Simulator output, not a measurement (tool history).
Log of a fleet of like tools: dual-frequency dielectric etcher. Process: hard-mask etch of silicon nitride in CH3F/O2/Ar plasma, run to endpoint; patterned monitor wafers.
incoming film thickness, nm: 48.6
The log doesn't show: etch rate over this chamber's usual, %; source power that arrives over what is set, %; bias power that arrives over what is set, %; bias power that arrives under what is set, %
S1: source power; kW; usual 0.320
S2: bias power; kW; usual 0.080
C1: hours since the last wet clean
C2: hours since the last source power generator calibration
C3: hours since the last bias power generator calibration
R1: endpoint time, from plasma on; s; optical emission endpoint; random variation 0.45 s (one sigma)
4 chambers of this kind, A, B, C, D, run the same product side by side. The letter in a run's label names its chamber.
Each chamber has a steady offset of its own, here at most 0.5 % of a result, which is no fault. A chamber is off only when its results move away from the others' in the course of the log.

run,hour,S1,S2,C1,C2,C3,R1
1A,8.9,0.320,0.080,434.1,1179.2,1629.3,73.427
2B,16.7,0.320,0.080,206.5,1383.1,2838.1,73.017
3D,23.2,0.320,0.080,483.4,2290.7,646.3,73.800
4C,29.1,0.320,0.080,421.6,1803.0,1180.6,73.715
5D,38.4,0.320,0.080,498.6,2305.9,661.5,74.120
6C,44.7,0.320,0.080,437.2,1818.6,1196.2,73.753
7A,53.8,0.320,0.080,479.0,1224.1,1674.2,73.108
8B,60.3,0.320,0.080,250.1,1426.7,2881.7,73.863
# hour 64.9: chamber D: wet clean of the chamber
9C,69.1,0.320,0.087,461.6,1843.0,1220.6,71.479
10D,75.9,0.320,0.087,11.0,2343.4,699.0,71.695
# hour 77.5: chamber A: wet clean of the chamber
11B,83.4,0.320,0.087,273.2,1449.8,2904.8,71.385
12A,92.1,0.320,0.087,14.6,1262.4,1712.5,71.404
# hour 94.5: chamber C: wet clean of the chamber
13D,100.6,0.320,0.080,35.7,2368.1,723.7,74.307
14A,105.1,0.320,0.080,27.6,1275.4,1725.5,73.953
15C,112.9,0.260,0.094,18.4,1886.8,1264.4,72.146
16B,117.6,0.260,0.094,307.4,1484.0,2939.0,73.875
17B,121.8,0.260,0.094,311.6,1488.2,2943.2,74.699
18D,127.3,0.260,0.094,62.4,2394.8,750.4,74.258
19C,134.9,0.320,0.080,40.4,1908.8,1286.4,71.059
20A,140.1,0.320,0.063,62.6,1310.4,1760.5,80.025
21A,149.6,0.320,0.063,72.1,1319.9,1770.0,79.550
22B,156.2,0.320,0.063,346.0,1522.6,2977.6,79.759
23D,161.4,0.320,0.063,96.5,2428.9,784.5,79.828
24C,168.2,0.320,0.080,73.7,1942.1,1319.7,71.594
25D,175.1,0.320,0.080,110.2,2442.6,798.2,73.666
26C,182.6,0.320,0.080,88.1,1956.5,1334.1,71.174
27B,187.3,0.320,0.080,377.1,1553.7,3008.7,72.677
28A,194.2,0.260,0.068,116.7,1364.5,1814.6,83.840
29B,203.7,0.260,0.068,393.5,1570.1,3025.1,83.796

All 4 chambers run these settings next. Forecast each chamber's results:
30A,210.6,0.320,0.080,,,,?
30B,210.6,0.320,0.080,,,,?
30C,210.6,0.320,0.080,,,,?
30D,210.6,0.320,0.080,,,,?

run,R1
30A,73.973
30B,73.417
30C,71.009
30D,73.374
